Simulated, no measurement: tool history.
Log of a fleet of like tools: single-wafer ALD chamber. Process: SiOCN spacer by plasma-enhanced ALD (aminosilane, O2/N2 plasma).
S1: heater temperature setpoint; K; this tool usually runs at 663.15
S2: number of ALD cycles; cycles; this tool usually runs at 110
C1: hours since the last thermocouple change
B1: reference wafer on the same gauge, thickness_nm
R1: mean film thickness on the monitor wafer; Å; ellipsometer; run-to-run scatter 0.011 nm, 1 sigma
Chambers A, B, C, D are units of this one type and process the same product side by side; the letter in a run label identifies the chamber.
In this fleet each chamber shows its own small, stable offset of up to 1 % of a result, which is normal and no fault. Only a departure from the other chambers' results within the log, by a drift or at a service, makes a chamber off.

run 1A hour=4.6 | S1=663.15 S2=110 | C1=1081.3 | B1=5.3899 | R1=66.074
run 2D hour=7.9 | S1=663.15 S2=110 | C1=1422.8 | B1=5.3903 | R1=66.061
-- hour=8.3 chamber D: thermocouple changed; heater temperature recalibrated
run 3C hour=12.2 | S1=663.15 S2=110 | C1=1471.8 | B1=5.3934 | R1=66.36
run 4B hour=19.3 | S1=663.15 S2=110 | C1=252.3 | B1=5.3957 | R1=66.693
run 5C hour=22.5 | S1=663.15 S2=110 | C1=1482.1 | B1=5.3958 | R1=66.587
run 6D hour=27.6 | S1=663.15 S2=110 | C1=19.3 | B1=5.399 | R1=66.344
run 7B hour=33.3 | S1=663.15 S2=110 | C1=266.3 | B1=5.398 | R1=66.613
run 8A hour=37.4 | S1=663.15 S2=110 | C1=1114.1 | B1=5.3991 | R1=65.961
run 9C hour=44.2 | S1=663.15 S2=110 | C1=1503.8 | B1=5.4027 | R1=66.402
run 10B hour=49.4 | S1=663.15 S2=110 | C1=282.4 | B1=5.4037 | R1=66.659
run 11D hour=56 | S1=663.15 S2=110 | C1=47.7 | B1=5.4033 | R1=66.346
run 12A hour=59.4 | S1=663.15 S2=110 | C1=1136.1 | B1=5.4048 | R1=66.206
run 13B hour=64 | S1=650.15 S2=110 | C1=297 | B1=5.4079 | R1=66.886
run 14C hour=69.6 | S1=650.15 S2=110 | C1=1529.2 | B1=5.4073 | R1=66.374
run 15D hour=74.9 | S1=650.15 S2=110 | C1=66.6 | B1=5.4088 | R1=66.296
run 16A hour=81.3 | S1=650.15 S2=110 | C1=1158 | B1=5.4145 | R1=66.315
run 17A hour=85.9 | S1=657.15 S2=125 | C1=1162.6 | B1=5.4136 | R1=75.511
run 18C hour=92.1 | S1=657.15 S2=125 | C1=1551.7 | B1=5.4163 | R1=75.798
run 19D hour=99 | S1=657.15 S2=125 | C1=90.7 | B1=5.4164 | R1=75.556
run 20B hour=104.9 | S1=657.15 S2=125 | C1=337.9 | B1=5.4158 | R1=76.056
run 21C hour=110.4 | S1=663.15 S2=110 | C1=1570 | B1=5.4195 | R1=66.595
run 22D hour=113.8 | S1=663.15 S2=110 | C1=105.5 | B1=5.4221 | R1=66.423
run 23A hour=119.4 | S1=663.15 S2=110 | C1=1196.1 | B1=5.4201 | R1=66.364
run 24B hour=124.4 | S1=675.15 S2=119 | C1=357.4 | B1=5.4208 | R1=71.785
run 25B hour=128.1 | S1=675.15 S2=119 | C1=361.1 | B1=5.4261 | R1=71.978
run 26A hour=131.7 | S1=675.15 S2=119 | C1=1208.4 | B1=5.4257 | R1=71.635
run 27C hour=135.4 | S1=675.15 S2=119 | C1=1595 | B1=5.4264 | R1=71.985

Next, every chamber runs the same settings. What will each give?
run 28A hour=140.5 | S1=663.15 S2=110 | R1=?
run 28B hour=140.5 | S1=663.15 S2=110 | R1=?
run 28C hour=140.5 | S1=663.15 S2=110 | R1=?
run 28D hour=140.5 | S1=663.15 S2=110 | R1=?

run=28A R1=66.536
run=28B R1=66.971
run=28C R1=66.834
run=28D R1=66.514
